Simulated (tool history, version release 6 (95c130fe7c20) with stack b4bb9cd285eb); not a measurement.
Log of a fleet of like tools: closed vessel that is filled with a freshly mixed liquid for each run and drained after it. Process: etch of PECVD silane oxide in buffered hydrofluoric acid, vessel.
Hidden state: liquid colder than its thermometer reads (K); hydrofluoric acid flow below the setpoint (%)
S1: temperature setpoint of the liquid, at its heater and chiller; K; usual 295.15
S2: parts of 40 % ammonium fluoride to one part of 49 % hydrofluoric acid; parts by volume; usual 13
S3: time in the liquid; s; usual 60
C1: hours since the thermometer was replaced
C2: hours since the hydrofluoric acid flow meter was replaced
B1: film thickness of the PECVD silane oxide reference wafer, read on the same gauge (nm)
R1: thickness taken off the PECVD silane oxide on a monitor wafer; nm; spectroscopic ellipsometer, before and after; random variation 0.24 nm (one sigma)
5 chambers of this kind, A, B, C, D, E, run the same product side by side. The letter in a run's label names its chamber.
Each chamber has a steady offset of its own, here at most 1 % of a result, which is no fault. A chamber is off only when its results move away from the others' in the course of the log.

run   hour      S1  S2  S3      C1      C2      B1       R1
 1D   11.4  295.15  13  60  1090.2  2087.4  60.045   63.120
 2B   20.1  295.15  13  60  2426.1   208.5  60.021   62.681
 3C   32.4  295.15  13  60   872.4  1083.1  60.017   63.171
 4A   40.9  295.15  13  60   765.3   779.5  60.005   63.639
 5E   51.8  295.15  13  60   393.7   692.0  59.949   63.153
      56.0  -- chamber B: thermometer replaced
 6B   64.3  295.15  13  60     8.4   252.7  59.971   63.108
 7C   71.6  295.15  13  60   911.6  1122.3  60.007   63.654
 8A   79.8  299.65  13  60   804.2   818.4  60.007   80.653
 9E   87.1  299.65  13  60   429.0   727.3  59.976   80.612
10D   94.5  299.65  13  60  1173.3  2170.5  59.996   80.474
11C  101.3  299.65  13  60   941.3  1152.0  60.033   80.510
12A  115.0  299.65  13  60   839.4   853.6  59.993   81.114
13E  122.8  295.15  13  60   464.7   763.0  59.990   62.807
14B  137.3  295.15  13  60    81.4   325.7  60.016   62.998
15D  148.2  298.15  13  60  1227.0  2224.2  60.000   74.035
     158.6  -- chamber D: hydrofluoric acid flow meter replaced
16A  159.3  298.15  13  60   883.7   897.9  60.013   74.572
17B  173.3  298.15  13  60   117.4   361.7  59.990   74.411
     183.7  -- chamber A: hydrofluoric acid flow meter replaced
18E  187.1  298.15  13  60   529.0   827.3  60.001   74.324
19D  199.8  298.15  13  60  1278.6    41.3  59.972   74.464
20C  208.0  295.15  13  60  1048.0  1258.7  60.003   63.541
21A  217.1  295.15  13  60   941.5    33.4  59.978   63.196
22B  231.7  295.15  13  60   175.8   420.1  60.030   62.732
     236.9  -- chamber E: thermometer replaced
23E  238.6  295.15  13  60     1.7   878.8  60.014   62.948
24D  252.9  295.15  13  60  1331.7    94.4  60.043   62.968
25C  265.7  295.15   9  90  1105.7  1316.4  59.993  131.940
26C  278.3  295.15   9  90  1118.3  1329.0  59.970  131.510
27B  290.6  295.15   9  90   234.7   479.0  59.988  129.920
28A  304.7  295.15   9  90  1029.1   121.0  59.983  130.320
29D  314.2  295.15   9  90  1393.0   155.7  59.973  129.610
30E  321.0  297.15  13  60    84.1   961.2  59.964   70.356
31B  329.4  297.15  13  60   273.5   517.8  60.002   70.500
32E  342.7  297.15  13  60   105.8   982.9  59.996   70.745

All 5 chambers run these settings next. Forecast each chamber's results:
33A  353.2  295.15  13  60               ?
33B  353.2  295.15  13  60               ?
33C  353.2  295.15  13  60               ?
33D  353.2  295.15  13  60               ?
33E  353.2  295.15  13  60               ?

run      R1
33A  63.432
33B  62.566
33C  63.767
33D  62.176
33E  63.509
